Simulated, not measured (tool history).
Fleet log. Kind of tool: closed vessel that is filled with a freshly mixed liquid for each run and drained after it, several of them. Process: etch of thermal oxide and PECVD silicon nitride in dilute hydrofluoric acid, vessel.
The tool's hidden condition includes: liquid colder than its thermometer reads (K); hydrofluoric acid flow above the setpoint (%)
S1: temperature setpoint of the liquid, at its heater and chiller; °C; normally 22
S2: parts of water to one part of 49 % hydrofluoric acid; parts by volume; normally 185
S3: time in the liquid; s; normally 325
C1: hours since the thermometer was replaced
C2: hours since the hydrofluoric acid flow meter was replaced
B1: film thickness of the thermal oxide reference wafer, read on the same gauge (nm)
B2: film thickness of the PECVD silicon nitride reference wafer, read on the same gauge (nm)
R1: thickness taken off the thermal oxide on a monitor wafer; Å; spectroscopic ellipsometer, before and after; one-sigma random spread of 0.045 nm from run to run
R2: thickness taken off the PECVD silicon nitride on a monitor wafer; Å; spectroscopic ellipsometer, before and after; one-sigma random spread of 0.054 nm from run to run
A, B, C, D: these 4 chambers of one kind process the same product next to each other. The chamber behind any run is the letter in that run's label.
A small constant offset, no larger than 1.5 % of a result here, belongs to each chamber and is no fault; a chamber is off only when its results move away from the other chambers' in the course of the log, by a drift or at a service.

run   hour    S1   S2   S3      C1      C2      B1      B2      R1      R2
 1D    5.1    22  185  325    36.2   518.5  129.98  79.987  68.322  63.416
 2C    8.8    22  185  325   685.9  1483.5  130.01  80.009  67.089  64.184
 3A   12.9    22  185  325  2026.9  1047.8  129.99  79.999  67.619  63.802
 4B   20.7    22  185  325   723.1    37.9  130.04  79.997  66.838  64.283
 5D   24.4    22  185  325    55.5   537.8  129.99  80.014  67.931   62.86
 6A   30.5    22  185  325  2044.5  1065.4  129.98   80.01  67.099  63.413
 7C   37.1    22  185  325   714.2  1511.8     130  80.003  67.967  64.355
 8B   43.8    22  185  325   746.2      61  130.01  80.004    68.3  63.676
 9C   50.8    22  185  325   727.9  1525.5     130  79.999  68.014  62.665
10D   56.1    18  185  455    87.2   569.5  129.99  80.005  81.492   67.53
11A     64    18  185  455    2078  1098.9  130.01  79.995   79.66   68.64
12B   67.5    18  185  455   769.9    84.7     130  80.002  82.092  67.922
13A   73.3    18  185  455  2087.3  1108.2  130.03  80.005  80.172  68.291
14D     79  25.5  185  420   110.1   592.4  129.99      80  99.955  101.66
15C   83.2  25.5  185  420   760.3  1557.9  129.99  79.984  99.277  104.58
16B   88.6  25.5  185  420     791   105.8  130.01   80.01  99.338   102.6
17D   96.6  25.5  185  420   127.7     610  130.01  79.988   100.5  101.53
18C  103.3    22  215  385   780.4    1578  129.99  80.004   66.77  64.888
19A  111.1    22  215  385  2125.1    1146     130  80.001  66.892  64.715
20B  116.1    22  215  385   818.5   133.3  129.98  80.009  66.036  64.756
21A  122.8    22  215  385  2136.8  1157.7  129.97  79.997  66.518  64.799
22D  127.5    22  185  325   158.6   640.9  129.99      80  68.084  63.154
23C  135.1    22  185  325   812.2  1609.8  130.01  80.009  66.777  63.514
24B  142.5    22  185  325   844.9   159.7  130.01  80.016  68.338  63.542
25B  146.2    22  185  325   848.6   163.4  130.01  80.018  67.776  63.019
26D  149.6    22  185  325   180.7     663     130      80  68.312  62.615

All 4 chambers run these settings next. Forecast each chamber's results:
27A  155.3  22  185  325                   ?   ?
27B  155.3  22  185  325                   ?   ?
27C  155.3  22  185  325                   ?   ?
27D  155.3  22  185  325                   ?   ?

run      R1      R2
27A  66.755  62.884
27B  67.857  63.787
27C  67.494  63.177
27D  68.195  62.295

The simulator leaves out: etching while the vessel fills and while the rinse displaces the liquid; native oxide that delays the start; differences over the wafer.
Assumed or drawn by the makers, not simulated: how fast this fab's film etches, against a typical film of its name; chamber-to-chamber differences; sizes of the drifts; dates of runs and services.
